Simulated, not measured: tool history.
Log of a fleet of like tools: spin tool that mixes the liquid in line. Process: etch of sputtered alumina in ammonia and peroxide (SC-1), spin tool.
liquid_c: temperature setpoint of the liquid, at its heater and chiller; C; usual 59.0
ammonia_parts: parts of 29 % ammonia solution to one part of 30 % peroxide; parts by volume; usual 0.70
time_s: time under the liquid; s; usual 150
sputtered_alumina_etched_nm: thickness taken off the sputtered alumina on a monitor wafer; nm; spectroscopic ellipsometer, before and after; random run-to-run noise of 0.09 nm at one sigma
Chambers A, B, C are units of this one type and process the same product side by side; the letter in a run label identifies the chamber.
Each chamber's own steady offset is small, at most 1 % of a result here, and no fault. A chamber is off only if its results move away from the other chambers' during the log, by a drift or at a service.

run	hour	liquid_c	ammonia_parts	time_s	hours since the thermometer was replaced	hours since the ammonia flow meter was replaced	hours since the heated supply line was repaired	hours since the drum of ammonia solution was connected	read-back film thickness of the sputtered alumina reference wafer, read on the same gauge (nm)	sputtered_alumina_etched_nm
# hour 11.0: chamber B: ammonia flow meter replaced
1A	13.3	59.0	0.70	150	1233.3	513.9	451.7	145.0	79.996	12.0460
2C	20.2	59.0	0.70	150	936.6	306.1	1214.5	139.6	79.983	12.2230
3B	33.0	59.0	0.70	150	1143.6	22.1	582.1	428.8	79.970	12.2020
# hour 42.4: chamber A: ammonia flow meter replaced
4B	44.1	59.0	0.70	150	1154.7	33.2	593.2	439.9	79.999	12.0860
5A	55.1	59.0	0.70	150	1275.1	12.7	493.5	186.8	80.038	12.0140
6C	64.5	59.0	0.70	150	980.9	350.4	1258.8	183.9	79.998	12.1430
7C	76.1	59.0	0.45	150	992.5	362.0	1270.4	195.5	80.010	11.8120
8B	91.1	59.0	0.45	150	1201.7	80.2	640.2	486.9	80.007	11.7520
9A	97.7	59.0	0.45	150	1317.7	55.3	536.1	229.4	79.989	11.6840
10A	104.5	59.0	0.70	150	1324.5	62.1	542.9	236.2	80.001	12.1520
11C	119.5	59.0	0.70	150	1035.9	405.4	1313.8	238.9	79.979	12.7120
12B	127.6	59.0	0.70	150	1238.2	116.7	676.7	523.4	79.988	12.2020
13B	137.0	65.0	0.50	150	1247.6	126.1	686.1	532.8	80.007	15.8860
14C	150.2	65.0	0.50	150	1066.6	436.1	1344.5	269.6	79.998	16.9290
15A	159.0	65.0	0.50	150	1379.0	116.6	597.4	290.7	80.017	15.8590
16A	172.2	51.5	0.70	150	1392.2	129.8	610.6	303.9	80.007	8.0763
17C	183.4	51.5	0.70	150	1099.8	469.3	1377.7	302.8	79.984	8.6874
18B	190.2	51.5	0.70	150	1300.8	179.3	739.3	586.0	79.997	8.2138
19C	203.3	59.0	0.70	150	1119.7	489.2	1397.6	322.7	80.012	13.0720
20B	213.7	66.5	0.70	215	1324.3	202.8	762.8	609.5	79.981	25.5240
21A	222.4	66.5	0.70	215	1442.4	180.0	660.8	354.1	80.000	25.2670
22B	235.5	66.5	0.70	215	1346.1	224.6	784.6	631.3	80.003	25.6330
23A	246.8	59.0	0.70	150	1466.8	204.4	685.2	378.5	79.994	12.2260
24C	258.6	59.0	0.70	150	1175.0	544.5	1452.9	378.0	79.960	13.4450

All chambers now run identical settings, listed one chamber a line with results as question marks. What results will each chamber show?
25A	269.5	59.0	0.70	150						?
25B	269.5	59.0	0.70	150						?
25C	269.5	59.0	0.70	150						?

run	sputtered_alumina_etched_nm
25A	12.0650
25B	12.1970
25C	13.3820
